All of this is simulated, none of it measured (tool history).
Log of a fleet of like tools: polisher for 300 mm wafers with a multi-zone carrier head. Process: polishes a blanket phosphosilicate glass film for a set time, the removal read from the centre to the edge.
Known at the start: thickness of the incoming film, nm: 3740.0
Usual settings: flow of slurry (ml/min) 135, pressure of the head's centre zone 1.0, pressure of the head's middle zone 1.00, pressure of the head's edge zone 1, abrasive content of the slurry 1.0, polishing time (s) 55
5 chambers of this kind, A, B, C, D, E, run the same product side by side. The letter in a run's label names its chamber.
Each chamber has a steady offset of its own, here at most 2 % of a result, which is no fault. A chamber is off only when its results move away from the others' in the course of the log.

run,hour,flow of slurry (ml/min),pressure of the head's centre zone,pressure of the head's middle zone,pressure of the head's edge zone,abrasive content of the slurry,polishing time (s),film removed at the wafer's centre (angstrom),film removed at mid-radius (angstrom),film removed at the wafer's edge (angstrom)
# hour 1.4: chamber E: centre zone pressure recalibrated
# hour 5.9: chamber A: centre zone pressure recalibrated
# hour 6.5: chamber B: slurry nozzle cleaned
1C,8.2,135,1.0,1.00,1,1.0,55,4985.0,5022.5,4959.5
# hour 8.3: chamber B: centre zone pressure recalibrated
# hour 16.7: chamber B: worn pad replaced by a new one
2A,16.9,135,1.0,1.00,1,1.0,55,4990.1,4932.1,4939.9
# hour 18.4: chamber A: worn pad replaced by a new one
3B,28.4,135,1.0,1.00,1,1.0,55,4942.5,4854.9,4904.7
4D,36.9,135,1.0,1.00,1,1.0,55,5071.8,5023.3,4949.4
5E,42.6,135,1.0,1.00,1,1.0,55,4923.0,4942.8,4983.4
# hour 43.9: chamber E: worn pad replaced by a new one
# hour 51.8: chamber D: worn pad replaced by a new one
6B,52.8,135,1.0,1.00,1,1.0,55,4970.9,4906.5,4922.3
7E,59.3,135,1.0,1.00,1,1.0,55,4942.3,4925.2,4956.7
8C,67.4,135,1.0,1.08,1,1.0,71,6561.7,6988.7,6492.0
9D,78.5,135,1.0,1.08,1,1.0,71,6443.7,6832.8,6380.5
10A,86.2,135,1.0,1.08,1,1.0,71,6331.9,6763.2,6399.2
# hour 87.8: chamber B: worn pad replaced by a new one
11C,91.3,135,1.0,1.08,1,1.0,71,6227.3,6913.7,6384.4
12D,98.0,135,1.0,1.08,1,1.0,71,6460.0,6875.7,6226.3
# hour 106.1: chamber B: edge zone pressure recalibrated
13B,106.1,135,1.0,1.00,1,1.0,55,4895.8,4863.7,4916.1
14E,117.5,135,1.0,1.00,1,1.2,55,5366.1,5270.3,5439.9
# hour 119.6: chamber A: slurry nozzle cleaned
15A,123.2,135,1.0,1.00,1,1.2,55,5378.4,5331.9,5454.2
# hour 124.4: chamber E: worn pad replaced by a new one
16A,129.1,135,1.0,1.00,1,1.2,55,5411.3,5369.2,5381.3
# hour 131.6: chamber A: worn pad replaced by a new one
# hour 133.4: chamber D: worn pad replaced by a new one
17B,136.9,135,1.0,1.00,1,1.2,55,5301.9,5213.6,5325.2
18D,143.4,135,1.0,1.00,1,1.2,55,5363.5,5361.6,5411.4
# hour 153.0: chamber B: worn pad replaced by a new one
19C,153.2,135,1.0,1.00,1,1.0,55,4726.7,4851.0,4718.9
20E,164.8,135,1.0,1.00,1,1.0,55,4898.3,4948.6,4940.1
# hour 169.2: chamber C: slurry nozzle cleaned
21A,174.2,135,1.0,1.00,1,1.0,55,4939.8,4944.3,4978.5
22B,181.6,135,1.0,1.00,1,1.0,55,4955.9,4894.6,4913.4
23E,188.8,135,0.9,1.07,1,1.0,55,4504.1,5282.5,5016.9
24C,197.9,135,0.9,1.07,1,1.0,55,4268.0,5073.8,4722.9
# hour 198.2: chamber E: worn pad replaced by a new one
# hour 204.2: chamber D: worn pad replaced by a new one
25D,209.1,135,0.9,1.07,1,1.0,55,4469.1,5283.1,4933.7
# hour 213.2: chamber B: worn pad replaced by a new one
26D,215.0,135,0.9,1.07,1,1.0,55,4486.9,5284.2,5026.3
27B,220.2,135,0.9,1.07,1,1.0,55,4394.6,5142.2,4932.4
28E,229.3,135,1.0,1.00,1,1.0,55,5089.7,4952.2,4947.7
29C,235.1,135,1.0,1.00,1,1.0,55,4746.5,4711.3,4716.5
30A,241.9,135,1.0,1.00,1,1.0,55,4971.2,4887.2,4900.2
# hour 246.1: chamber A: worn pad replaced by a new one
31D,252.2,135,1.0,1.00,1,1.0,55,5105.5,4959.4,5097.9
32E,262.9,135,1.0,1.00,1,1.0,55,4968.3,4934.8,4993.1
33C,270.0,135,1.0,1.00,1,1.0,55,4571.9,4696.0,4657.5
# hour 272.7: chamber B: worn pad replaced by a new one
34B,278.3,135,1.0,1.00,1,1.0,55,4980.3,4868.7,4931.1
# hour 283.7: chamber E: worn pad replaced by a new one
# hour 284.0: chamber D: worn pad replaced by a new one
35A,289.3,135,1.0,1.00,1,1.0,55,5002.7,4929.4,5002.6
# hour 290.3: chamber D: centre zone pressure recalibrated
36D,296.0,135,1.0,1.00,1,1.0,55,4951.3,4967.6,4925.0
37A,305.0,135,1.0,1.00,1,1.0,55,5155.2,4920.3,4978.5
38E,311.8,135,1.0,1.00,1,1.0,62,5577.6,5605.6,5626.9
39B,320.7,135,1.0,1.00,1,1.0,62,5571.1,5565.0,5548.8

What goes on in this fleet: one chamber off, a drifting gauge, or nothing beyond the chambers' own small offsets? Name the chamber and the cause, if any.

Chamber C drifts away from the others.
Cause: removal rate lost through wear of the pad, % = 10.1.

Here are 4 candidates for chamber C's next run, each the usual settings with a change, their results left as question marks. Which one brings its results back in line with what the others give on the usual settings?
In line means no further than this from the other chambers' mean on the usual settings: film removed at the wafer's centre (angstrom) 230.0; film removed at mid-radius (angstrom) 120.0; film removed at the wafer's edge (angstrom) 230.0
40C-1,329.1,135,0.99,1.00,1.00,1.00,53,?,?,?
40C-2,329.1,135,0.99,1.01,0.99,0.95,51,?,?,?
40C-3,329.1,135,1.01,0.99,1.01,1.05,59,?,?,?
40C-4,329.1,135,1.01,1.00,1.00,1.00,57,?,?,?

The other chambers' mean on the usual settings: film removed at the wafer's centre (angstrom) 4989.4; film removed at mid-radius (angstrom) 4925.4; film removed at the wafer's edge (angstrom) 4950.6
run,film removed at the wafer's centre (angstrom),film removed at mid-radius (angstrom),film removed at the wafer's edge (angstrom)
40C-1,4295.2,4364.1,4344.1
40C-2,4038.3,4140.9,4061.7
40C-3,4993.6,4917.4,4968.2
40C-4,4721.8,4692.9,4671.9
40C-3 brings the chamber back in line.

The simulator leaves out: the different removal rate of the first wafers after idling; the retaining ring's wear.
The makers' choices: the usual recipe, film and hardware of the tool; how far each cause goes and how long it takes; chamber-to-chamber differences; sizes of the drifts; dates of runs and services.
